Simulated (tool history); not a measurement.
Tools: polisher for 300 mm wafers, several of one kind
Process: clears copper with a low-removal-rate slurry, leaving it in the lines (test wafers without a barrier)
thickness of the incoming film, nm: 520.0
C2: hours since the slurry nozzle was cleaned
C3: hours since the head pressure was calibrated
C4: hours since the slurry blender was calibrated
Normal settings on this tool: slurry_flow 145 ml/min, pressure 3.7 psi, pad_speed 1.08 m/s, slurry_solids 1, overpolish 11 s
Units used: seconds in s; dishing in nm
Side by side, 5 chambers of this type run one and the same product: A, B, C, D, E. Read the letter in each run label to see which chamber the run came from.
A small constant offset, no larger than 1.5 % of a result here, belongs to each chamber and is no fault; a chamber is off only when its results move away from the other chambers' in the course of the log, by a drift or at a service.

-- hour=6.5 chamber A: worn pad replaced by a new one
run 1C hour=6.7 | slurry_flow=145 pressure=3.7 pad_speed=1.08 slurry_solids=1 overpolish=11 | wafers_polished_on_this_pad=841 C2=278.9 C3=552.2 C4=184.9 | seconds=141.22 dishing=27.194
run 2E hour=14.3 | slurry_flow=145 pressure=3.7 pad_speed=1.08 slurry_solids=1 overpolish=11 | wafers_polished_on_this_pad=605 C2=232.8 C3=707.3 C4=54.2 | seconds=141.5 dishing=29.196
run 3A hour=21.1 | slurry_flow=145 pressure=3.7 pad_speed=1.08 slurry_solids=1 overpolish=11 | wafers_polished_on_this_pad=65 C2=172.1 C3=852.7 C4=57.6 | seconds=140.97 dishing=27.734
run 4B hour=28.9 | slurry_flow=145 pressure=3.7 pad_speed=1.08 slurry_solids=1 overpolish=11 | wafers_polished_on_this_pad=230 C2=85.5 C3=568.5 C4=57.1 | seconds=142.71 dishing=28.551
-- hour=33.5 chamber D: head pressure recalibrated
run 5D hour=35.3 | slurry_flow=145 pressure=3.7 pad_speed=1.08 slurry_solids=1 overpolish=11 | wafers_polished_on_this_pad=910 C2=660.4 C3=1.9 C4=64.1 | seconds=143.24 dishing=28.796
-- hour=37 chamber C: worn pad replaced by a new one
run 6D hour=43.1 | slurry_flow=145 pressure=3.7 pad_speed=1.08 slurry_solids=1 overpolish=11 | wafers_polished_on_this_pad=945 C2=668.2 C3=9.7 C4=71.9 | seconds=140.63 dishing=28.939
run 7B hour=48.3 | slurry_flow=145 pressure=3.7 pad_speed=1.08 slurry_solids=1 overpolish=11 | wafers_polished_on_this_pad=317 C2=104.9 C3=587.9 C4=76.5 | seconds=138.76 dishing=29.453
run 8A hour=55.1 | slurry_flow=145 pressure=3.7 pad_speed=1.08 slurry_solids=1 overpolish=11 | wafers_polished_on_this_pad=218 C2=206.1 C3=886.7 C4=91.6 | seconds=141.87 dishing=27.948
run 9E hour=59.4 | slurry_flow=145 pressure=3.7 pad_speed=1.08 slurry_solids=1 overpolish=11 | wafers_polished_on_this_pad=807 C2=277.9 C3=752.4 C4=99.3 | seconds=141.42 dishing=29.325
-- hour=64.3 chamber B: head pressure recalibrated
run 10C hour=66.9 | slurry_flow=145 pressure=3.7 pad_speed=1.08 slurry_solids=1 overpolish=11 | wafers_polished_on_this_pad=134 C2=339.1 C3=612.4 C4=245.1 | seconds=142.29 dishing=28.305
run 11B hour=71.6 | slurry_flow=145 pressure=3.7 pad_speed=1.08 slurry_solids=1 overpolish=11 | wafers_polished_on_this_pad=422 C2=128.2 C3=7.4 C4=99.8 | seconds=142.35 dishing=30.141
run 12C hour=79.5 | slurry_flow=145 pressure=3.7 pad_speed=1.08 slurry_solids=1 overpolish=11 | wafers_polished_on_this_pad=190 C2=351.7 C3=625 C4=257.7 | seconds=144.03 dishing=28.522
run 13D hour=85.2 | slurry_flow=145 pressure=3.7 pad_speed=1.08 slurry_solids=1 overpolish=9 | wafers_polished_on_this_pad=1134 C2=710.3 C3=51.8 C4=114 | seconds=139.78 dishing=25.023
run 14A hour=91.6 | slurry_flow=145 pressure=3.7 pad_speed=1.08 slurry_solids=1 overpolish=9 | wafers_polished_on_this_pad=381 C2=242.6 C3=923.2 C4=128.1 | seconds=138.23 dishing=24.612
-- hour=97.4 chamber D: worn pad replaced by a new one
-- hour=98.5 chamber E: worn pad replaced by a new one
run 15E hour=98.5 | slurry_flow=145 pressure=3.7 pad_speed=1.08 slurry_solids=1 overpolish=9 | wafers_polished_on_this_pad=0 C2=317 C3=791.5 C4=138.4 | seconds=136.82 dishing=23.756
run 16C hour=105.4 | slurry_flow=145 pressure=3.7 pad_speed=1.08 slurry_solids=1 overpolish=9 | wafers_polished_on_this_pad=306 C2=377.6 C3=650.9 C4=283.6 | seconds=140.5 dishing=24.028
run 17E hour=114.1 | slurry_flow=145 pressure=3.7 pad_speed=1.08 slurry_solids=1 overpolish=9 | wafers_polished_on_this_pad=69 C2=332.6 C3=807.1 C4=154 | seconds=142.36 dishing=23.627
-- hour=118.6 chamber E: head pressure recalibrated
run 18D hour=122.4 | slurry_flow=145 pressure=3.7 pad_speed=1.08 slurry_solids=1 overpolish=11 | wafers_polished_on_this_pad=112 C2=747.5 C3=89 C4=151.2 | seconds=143.16 dishing=29.818
run 19A hour=127.3 | slurry_flow=145 pressure=3.7 pad_speed=1.08 slurry_solids=1 overpolish=11 | wafers_polished_on_this_pad=541 C2=278.3 C3=958.9 C4=163.8 | seconds=143.24 dishing=27.837
run 20B hour=136 | slurry_flow=145 pressure=3.7 pad_speed=1.08 slurry_solids=1 overpolish=11 | wafers_polished_on_this_pad=710 C2=192.6 C3=71.8 C4=164.2 | seconds=140.34 dishing=27.604
-- hour=137.1 chamber A: head pressure recalibrated
run 21A hour=143.1 | slurry_flow=145 pressure=3.7 pad_speed=1.08 slurry_solids=1 overpolish=11 | wafers_polished_on_this_pad=612 C2=294.1 C3=6.1 C4=179.6 | seconds=127.4 dishing=31.608
-- hour=146.2 chamber D: slurry blender recalibrated
run 22C hour=151.2 | slurry_flow=145 pressure=3.7 pad_speed=1.08 slurry_solids=1 overpolish=11 | wafers_polished_on_this_pad=511 C2=423.4 C3=696.7 C4=329.4 | seconds=140.29 dishing=29.083
run 23D hour=156 | slurry_flow=145 pressure=3.7 pad_speed=1.08 slurry_solids=1 overpolish=11 | wafers_polished_on_this_pad=262 C2=781.1 C3=122.6 C4=9.9 | seconds=141.72 dishing=28.753
run 24E hour=160.3 | slurry_flow=145 pressure=3.7 pad_speed=1.08 slurry_solids=1 overpolish=11 | wafers_polished_on_this_pad=276 C2=378.8 C3=41.7 C4=200.2 | seconds=144.36 dishing=29.395
run 25B hour=167.7 | slurry_flow=145 pressure=3.7 pad_speed=1.08 slurry_solids=1 overpolish=11 | wafers_polished_on_this_pad=852 C2=224.3 C3=103.5 C4=195.9 | seconds=141.79 dishing=28.767
run 26C hour=174.1 | slurry_flow=185 pressure=3.7 pad_speed=1.38 slurry_solids=1 overpolish=11 | wafers_polished_on_this_pad=614 C2=446.3 C3=719.6 C4=352.3 | seconds=106.81 dishing=37.457
run 27D hour=179.9 | slurry_flow=185 pressure=3.7 pad_speed=1.38 slurry_solids=1 overpolish=11 | wafers_polished_on_this_pad=369 C2=805 C3=146.5 C4=33.8 | seconds=103.88 dishing=36.131
run 28E hour=186.5 | slurry_flow=185 pressure=3.7 pad_speed=1.38 slurry_solids=1 overpolish=11 | wafers_polished_on_this_pad=394 C2=405 C3=67.9 C4=226.4 | seconds=105.58 dishing=37.231
run 29B hour=194.1 | slurry_flow=185 pressure=3.7 pad_speed=1.38 slurry_solids=1 overpolish=11 | wafers_polished_on_this_pad=970 C2=250.7 C3=129.9 C4=222.3 | seconds=107.38 dishing=37.11
run 30A hour=201 | slurry_flow=185 pressure=3.7 pad_speed=1.38 slurry_solids=1 overpolish=11 | wafers_polished_on_this_pad=871 C2=352 C3=64 C4=237.5 | seconds=95.969 dishing=41.304
run 31D hour=209 | slurry_flow=145 pressure=3.7 pad_speed=1.08 slurry_solids=1 overpolish=11 | wafers_polished_on_this_pad=500 C2=834.1 C3=175.6 C4=62.9 | seconds=142.57 dishing=28.964
run 32B hour=214.3 | slurry_flow=145 pressure=3.7 pad_speed=1.08 slurry_solids=1 overpolish=11 | wafers_polished_on_this_pad=1061 C2=270.9 C3=150.1 C4=242.5 | seconds=137.97 dishing=29.518
-- hour=221.1 chamber E: slurry nozzle cleaned
run 33E hour=221.8 | slurry_flow=145 pressure=3.7 pad_speed=1.08 slurry_solids=1 overpolish=11 | wafers_polished_on_this_pad=552 C2=0.7 C3=103.2 C4=261.7 | seconds=147.95 dishing=29.039

Each of the 5 chambers runs these same settings next. Fill in every chamber's results:
run 34A hour=228.2 | slurry_flow=145 pressure=3.7 pad_speed=1.08 slurry_solids=1 overpolish=11 | seconds=? dishing=?
run 34B hour=228.2 | slurry_flow=145 pressure=3.7 pad_speed=1.08 slurry_solids=1 overpolish=11 | seconds=? dishing=?
run 34C hour=228.2 | slurry_flow=145 pressure=3.7 pad_speed=1.08 slurry_solids=1 overpolish=11 | seconds=? dishing=?
run 34D hour=228.2 | slurry_flow=145 pressure=3.7 pad_speed=1.08 slurry_solids=1 overpolish=11 | seconds=? dishing=?
run 34E hour=228.2 | slurry_flow=145 pressure=3.7 pad_speed=1.08 slurry_solids=1 overpolish=11 | seconds=? dishing=?

run=34A seconds=127.53 dishing=32.507
run=34B seconds=143.42 dishing=28.612
run=34C seconds=139.92 dishing=29.524
run=34D seconds=143.05 dishing=27.935
run=34E seconds=139.48 dishing=28.84
